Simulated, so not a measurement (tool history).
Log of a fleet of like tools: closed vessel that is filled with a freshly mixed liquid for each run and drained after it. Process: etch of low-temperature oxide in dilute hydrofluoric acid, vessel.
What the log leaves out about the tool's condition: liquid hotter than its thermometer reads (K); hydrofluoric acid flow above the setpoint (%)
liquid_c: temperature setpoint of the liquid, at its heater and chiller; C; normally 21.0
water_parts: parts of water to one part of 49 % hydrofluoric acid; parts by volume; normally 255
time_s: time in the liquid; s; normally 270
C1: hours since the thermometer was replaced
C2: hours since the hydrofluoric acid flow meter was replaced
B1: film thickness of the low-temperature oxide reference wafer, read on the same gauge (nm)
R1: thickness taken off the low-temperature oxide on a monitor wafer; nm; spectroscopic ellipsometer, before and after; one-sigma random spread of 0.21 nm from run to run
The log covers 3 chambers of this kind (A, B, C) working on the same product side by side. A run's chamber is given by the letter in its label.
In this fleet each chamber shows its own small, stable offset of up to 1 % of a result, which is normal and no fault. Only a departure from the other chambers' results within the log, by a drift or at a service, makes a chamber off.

Run 1B, day 0.233: usual settings; C1 2071.4; C2 493.7; B1 120.02. Result: R1 27.832 nm.
Run 2C, day 0.479: usual settings; C1 144.7; C2 1125.9; B1 120.03. Result: R1 27.801 nm.
Run 3A, day 0.796: usual settings; C1 901.7; C2 649.3; B1 119.97. Result: R1 27.324 nm.
Run 4B, day 1.158: usual settings; C1 2093.6; C2 515.9; B1 120.04. Result: R1 27.750 nm.
Run 5A, day 1.408: usual settings; C1 916.4; C2 664.0; B1 119.98. Result: R1 27.163 nm.
Run 6C, day 1.754: usual settings; C1 175.3; C2 1156.5; B1 120.04. Result: R1 27.421 nm.
Run 7C, day 1.950: usual settings; C1 180.0; C2 1161.2; B1 119.93. Result: R1 27.281 nm.
Run 8A, day 2.188: usual settings; C1 935.1; C2 682.7; B1 120.05. Result: R1 27.706 nm.
Run 9B, day 2.383: usual settings but time_s 370 s; C1 2123.0; C2 545.3; B1 119.97. Result: R1 37.782 nm.
Run 10C, day 2.629: usual settings but time_s 370 s; C1 196.3; C2 1177.5; B1 120.01. Result: R1 37.666 nm.
Run 11A, day 2.829: usual settings but time_s 370 s; C1 950.5; C2 698.1; B1 120.01. Result: R1 37.902 nm.
At day 2.912: chamber B: thermometer replaced.
Run 12B, day 3.054: usual settings; C1 3.4; C2 561.4; B1 119.97. Result: R1 27.256 nm.
Run 13B, day 3.258: usual settings; C1 8.3; C2 566.3; B1 119.99. Result: R1 27.442 nm.
Run 14C, day 3.496: usual settings; C1 217.1; C2 1198.3; B1 120.06. Result: R1 27.770 nm.
Run 15A, day 3.654: usual settings; C1 970.3; C2 717.9; B1 119.99. Result: R1 28.267 nm.
Run 16C, day 3.979: usual settings; C1 228.7; C2 1209.9; B1 120.03. Result: R1 27.889 nm.
Run 17B, day 4.304: usual settings; C1 33.4; C2 591.4; B1 120.00. Result: R1 27.465 nm.
Run 18A, day 4.512: usual settings but liquid_c 19.5 C, water_parts 340 parts by volume; C1 990.9; C2 738.5; B1 119.96. Result: R1 19.279 nm.
Run 19B, day 4.721: usual settings but liquid_c 19.5 C, water_parts 340 parts by volume; C1 43.4; C2 601.4; B1 120.01. Result: R1 18.060 nm.
Run 20A, day 4.950: usual settings but liquid_c 19.5 C, water_parts 340 parts by volume; C1 1001.4; C2 749.0; B1 119.99. Result: R1 19.527 nm.
Run 21C, day 5.283: usual settings but liquid_c 23.5 C, water_parts 300 parts by volume; C1 260.0; C2 1241.2; B1 120.02. Result: R1 24.568 nm.
Run 22C, day 5.496: usual settings but liquid_c 23.5 C, water_parts 300 parts by volume; C1 265.1; C2 1246.3; B1 120.02. Result: R1 24.473 nm.
Run 23B, day 5.671: usual settings but liquid_c 23.5 C, water_parts 300 parts by volume; C1 66.2; C2 624.2; B1 119.96. Result: R1 24.750 nm.
Run 24A, day 5.896: usual settings; C1 1024.1; C2 771.7; B1 120.02. Result: R1 29.620 nm.
Run 25C, day 6.054: usual settings; C1 278.5; C2 1259.7; B1 119.98. Result: R1 27.526 nm.

Next, every chamber runs the same settings. What will each give?
Run 26A, day 6.312: usual settings. Result: R1 ?.
Run 26B, day 6.312: usual settings. Result: R1 ?.
Run 26C, day 6.312: usual settings. Result: R1 ?.

run      R1
26A  30.340
26B  27.056
26C  27.575
